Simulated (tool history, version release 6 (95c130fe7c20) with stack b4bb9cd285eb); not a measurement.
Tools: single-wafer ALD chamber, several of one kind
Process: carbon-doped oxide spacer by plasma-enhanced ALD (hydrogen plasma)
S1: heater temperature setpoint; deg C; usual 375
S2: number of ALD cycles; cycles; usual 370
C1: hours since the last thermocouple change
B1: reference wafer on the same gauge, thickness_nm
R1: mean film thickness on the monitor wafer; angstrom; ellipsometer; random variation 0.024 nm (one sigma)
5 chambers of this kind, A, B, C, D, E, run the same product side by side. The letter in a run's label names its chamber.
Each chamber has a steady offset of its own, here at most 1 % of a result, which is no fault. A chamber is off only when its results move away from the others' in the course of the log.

run  hour   S1   S2      C1      B1      R1
 1C   3.3  375  370  1605.5  16.691  183.06
 2A   6.0  375  370  1466.3  16.694  184.82
 3B   8.7  375  370   558.0  16.692  186.63
 4E  11.3  375  370  1257.5  16.697  185.27
 5D  13.9  375  370  1942.3  16.687  184.38
 6C  15.7  375  370  1617.9  16.692  183.34
 7B  17.7  367  431   567.0  16.683  217.55
 8E  21.3  367  431  1267.5  16.684  215.47
 9D  24.1  367  431  1952.5  16.677  214.15
10A  27.0  367  431  1487.3  16.672  215.24
11E  29.7  367  431  1275.9  16.674  215.63
12C  33.4  375  370  1635.6  16.667  183.25
13D  35.9  375  370  1964.3  16.672  183.78
14A  38.8  385  401  1499.1  16.668  200.58
15B  41.6  385  401   590.9  16.670  201.88
16D  45.1  385  401  1973.5  16.663  198.99
17A  49.0  385  401  1509.3  16.653  200.48
18C  51.8  385  401  1654.0  16.654  198.37
19B  54.1  375  370   603.4  16.654  186.28
20E  58.3  375  370  1304.5  16.654  184.76
21D  60.7  375  433  1989.1  16.649  214.81
22B  64.6  375  433   613.9  16.637  218.00
23C  67.3  375  433  1669.5  16.644  213.51
24E  70.2  375  433  1316.4  16.637  216.10
25A  73.8  375  433  1534.1  16.635  215.90
26E  77.8  375  370  1324.0  16.633  184.31
27A  80.9  375  370  1541.2  16.630  184.65
28C  83.3  375  370  1685.5  16.622  182.96
29B  86.0  382  370   635.3  16.625  185.76
30D  89.5  382  370  2017.9  16.619  183.25
31A  92.2  382  370  1552.5  16.620  184.36
32C  95.2  382  370  1697.4  16.617  182.79
33D  98.7  382  370  2027.1  16.619  183.75

All 5 chambers run these settings next. Forecast each chamber's results:
34A  101.7  375  406           ?
34B  101.7  375  406           ?
34C  101.7  375  406           ?
34D  101.7  375  406           ?
34E  101.7  375  406           ?

run      R1
34A  202.03
34B  203.91
34C  200.34
34D  201.10
34E  202.52

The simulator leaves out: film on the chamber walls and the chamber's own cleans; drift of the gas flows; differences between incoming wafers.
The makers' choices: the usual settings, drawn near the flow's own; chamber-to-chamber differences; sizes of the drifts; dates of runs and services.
